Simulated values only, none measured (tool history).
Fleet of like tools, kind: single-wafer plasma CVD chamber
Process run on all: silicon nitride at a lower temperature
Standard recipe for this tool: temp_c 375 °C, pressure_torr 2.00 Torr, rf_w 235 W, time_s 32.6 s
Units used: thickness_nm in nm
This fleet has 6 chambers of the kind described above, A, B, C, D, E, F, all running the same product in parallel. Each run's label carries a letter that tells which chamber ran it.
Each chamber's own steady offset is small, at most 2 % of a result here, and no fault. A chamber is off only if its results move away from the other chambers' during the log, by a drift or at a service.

run   hour  temp_c  pressure_torr  rf_w  time_s  hours since the last thermocouple change  hours since the last RF generator calibration  hours since the last manometer calibration  read-back reference wafer on the same gauge, thickness_nm  thickness_nm
 1E    5.1     375           2.00   235    32.6                                     614.2                                          608.8                                       240.6                                                     32.622        33.957
 2F   10.1     375           2.00   235    32.6                                    1036.9                                         1409.4                                       328.1                                                     32.588        33.440
 3C   15.8     375           2.00   235    32.6                                    1150.8                                          336.3                                      1745.5                                                     32.620        33.911
 4B   22.6     375           2.00   235    32.6                                     841.1                                           63.9                                       188.5                                                     32.602        33.965
 5D   27.7     375           2.00   235    32.6                                    2003.1                                          387.7                                       368.4                                                     32.589        34.017
 6A   31.9     375           2.00   210    32.6                                    1034.2                                          217.5                                       971.0                                                     32.604        31.655
 7B   36.8     375           2.00   210    32.6                                     855.3                                           78.1                                       202.7                                                     32.613        31.208
 8D   42.3     375           2.00   210    32.6                                    2017.7                                          402.3                                       383.0                                                     32.594        31.181
 9C   51.3     375           2.00   210    32.6                                    1186.3                                          371.8                                      1781.0                                                     32.588        31.109
10F   59.8     375           2.00   210    32.6                                    1086.6                                         1459.1                                       377.8                                                     32.613        30.598
11E   65.2     375           2.00   210    32.6                                     674.3                                          668.9                                       300.7                                                     32.595        31.358
12A   74.2     375           2.00   235    32.6                                    1076.5                                          259.8                                      1013.3                                                     32.594        34.374
13A   80.1     375           2.00   235    32.6                                    1082.4                                          265.7                                      1019.2                                                     32.618        34.270
14E   85.4     375           2.00   235    32.6                                     694.5                                          689.1                                       320.9                                                     32.607        33.934
15B   90.6     375           2.00   235    32.6                                     909.1                                          131.9                                       256.5                                                     32.583        33.967
16F   97.8     375           2.00   235    32.6                                    1124.6                                         1497.1                                       415.8                                                     32.586        33.351
17D  104.2     375           2.41   235    27.2                                    2079.6                                          464.2                                       444.9                                                     32.615        29.906
18C  111.4     375           2.41   235    27.2                                    1246.4                                          431.9                                      1841.1                                                     32.595        29.710
19C  119.1     375           2.41   235    27.2                                    1254.1                                          439.6                                      1848.8                                                     32.607        29.525
20A  124.6     375           2.41   235    27.2                                    1126.9                                          310.2                                      1063.7                                                     32.598        30.050
21F  129.6     375           2.41   235    27.2                                    1156.4                                         1528.9                                       447.6                                                     32.568        29.215
22D  134.1     375           2.41   235    27.2                                    2109.5                                          494.1                                       474.8                                                     32.589        29.699
23B  140.3     375           2.00   235    32.6                                     958.8                                          181.6                                       306.2                                                     32.591        33.837
24E  144.9     375           2.00   235    32.6                                     754.0                                          748.6                                       380.4                                                     32.587        33.614
     145.4  -- chamber C: capacitance manometer re-zeroed and calibrated
25C  153.7     375           2.00   235    32.6                                    1288.7                                          474.2                                         8.3                                                     32.584        33.868
26E  161.3     375           2.00   235    32.6                                     770.4                                          765.0                                       396.8                                                     32.594        33.452
27A  167.3     375           2.00   235    32.6                                    1169.6                                          352.9                                      1106.4                                                     32.606        34.236
28B  173.5     384           2.26   235    32.6                                     992.0                                          214.8                                       339.4                                                     32.600        34.908
29F  177.7     384           2.26   235    32.6                                    1204.5                                         1577.0                                       495.7                                                     32.603        34.323
30D  185.7     384           2.26   235    32.6                                    2161.1                                          545.7                                       526.4                                                     32.587        34.704
31E  194.6     384           2.26   235    32.6                                     803.7                                          798.3                                       430.1                                                     32.607        34.267
32B  199.4     384           2.26   235    32.6                                    1017.9                                          240.7                                       365.3                                                     32.609        35.128
33C  207.3     384           2.26   235    32.6                                    1342.3                                          527.8                                        61.9                                                     32.587        34.736
34D  213.9     375           2.00   235    32.6                                    2189.3                                          573.9                                       554.6                                                     32.610        34.024
35A  221.4     384           2.00   190    32.6                                    1223.7                                          407.0                                      1160.5                                                     32.601        29.454
36F  227.7     384           2.00   190    32.6                                    1254.5                                         1627.0                                       545.7                                                     32.605        28.540
37F  234.4     384           2.00   190    32.6                                    1261.2                                         1633.7                                       552.4                                                     32.588        28.432
38B  240.2     384           2.00   190    32.6                                    1058.7                                          281.5                                       406.1                                                     32.591        28.893
39E  247.1     384           2.00   190    32.6                                     856.2                                          850.8                                       482.6                                                     32.624        28.207
40C  252.4     384           2.00   190    32.6                                    1387.4                                          572.9                                       107.0                                                     32.601        28.660
41A  260.7     375           2.00   235    32.6                                    1263.0                                          446.3                                      1199.8                                                     32.601        34.484

What goes on in this fleet: one chamber off, a drifting gauge, or nothing beyond the chambers' own small offsets? Name the chamber and the cause, if any.

One chamber, E, drifts off from the rest bit by bit.
Cause: delivered RF power below the setpoint (%) = 3.96.

Below are 4 candidate recipes for chamber E's next run, each the usual settings with a change, their results shown as question marks. Which of them brings E's results back in line with what the other chambers give on the usual settings?
In-line tolerance around the mean of the other chambers on the usual settings: thickness_nm 0.300 nm
42E-1  267.4     375           2.00   240    32.6                                                                                                                                                                                                             ?
42E-2  267.4     375           2.00   240    33.1                                                                                                                                                                                                             ?
42E-3  267.4     375           1.99   235    32.3                                                                                                                                                                                                             ?
42E-4  267.4     375           2.00   230    32.1                                                                                                                                                                                                             ?

The mean the other chambers reach with the usual settings: thickness_nm 33.909 nm
  run  thickness_nm
42E-1        33.448
42E-2        33.960
42E-3        32.589
42E-4        31.921
The answer is 42E-2, which returns the chamber to within the allowed miss of the others.

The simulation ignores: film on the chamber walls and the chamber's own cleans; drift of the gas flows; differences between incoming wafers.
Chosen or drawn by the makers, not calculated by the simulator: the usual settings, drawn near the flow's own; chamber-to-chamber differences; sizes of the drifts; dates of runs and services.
